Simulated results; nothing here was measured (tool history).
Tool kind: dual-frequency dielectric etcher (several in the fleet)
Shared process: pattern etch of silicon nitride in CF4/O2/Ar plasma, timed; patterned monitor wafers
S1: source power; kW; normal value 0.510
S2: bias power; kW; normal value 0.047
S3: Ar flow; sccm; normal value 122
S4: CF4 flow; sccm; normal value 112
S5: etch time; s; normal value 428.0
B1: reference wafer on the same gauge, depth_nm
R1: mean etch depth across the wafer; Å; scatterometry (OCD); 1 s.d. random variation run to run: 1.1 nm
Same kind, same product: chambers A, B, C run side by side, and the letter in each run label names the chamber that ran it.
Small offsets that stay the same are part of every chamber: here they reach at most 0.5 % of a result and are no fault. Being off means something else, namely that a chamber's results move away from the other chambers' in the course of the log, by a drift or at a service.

run,hour,S1,S2,S3,S4,S5,B1,R1
1C,4.7,0.510,0.047,122,112,428.0,653.94,8006.8
2A,8.9,0.510,0.047,122,112,428.0,654.23,7986.1
3B,16.7,0.510,0.047,122,112,428.0,654.21,8015.9
4C,23.6,0.510,0.047,122,112,428.0,654.79,8007.0
5B,28.2,0.510,0.047,122,112,428.0,654.51,7989.1
6A,36.9,0.510,0.047,122,112,428.0,655.20,7969.1
7B,44.7,0.510,0.047,122,112,428.0,655.15,8005.2
8A,48.9,0.510,0.047,122,112,428.0,655.12,7981.2
9C,52.8,0.510,0.047,122,112,341.0,655.47,6388.8
10C,60.6,0.510,0.047,122,112,341.0,655.70,6398.4
11B,69.0,0.510,0.047,122,112,341.0,655.88,6403.2
12A,76.9,0.510,0.047,122,112,428.0,656.13,7995.9
13C,82.6,0.510,0.047,122,112,428.0,656.18,8038.9
14B,90.1,0.510,0.047,122,112,428.0,656.22,8022.1
15A,97.2,0.510,0.047,122,112,428.0,656.71,8000.7
16A,103.5,0.510,0.047,122,112,379.5,656.56,7084.7
17B,109.5,0.510,0.047,122,112,379.5,657.00,7130.3
18C,113.7,0.510,0.047,122,112,379.5,657.06,7108.6
19C,122.8,0.510,0.047,122,112,428.0,657.21,8060.3
20B,128.7,0.510,0.047,122,112,428.0,657.23,8017.5
21A,136.5,0.510,0.038,122,112,529.0,657.50,9179.8
22B,143.5,0.510,0.038,122,112,529.0,657.69,9186.4

Next, every chamber runs the same settings. What will each give?
23A,150.0,0.510,0.047,122,112,339.0,,?
23B,150.0,0.510,0.047,122,112,339.0,,?
23C,150.0,0.510,0.047,122,112,339.0,,?

run,R1
23A,6350.2
23B,6373.5
23C,6390.0
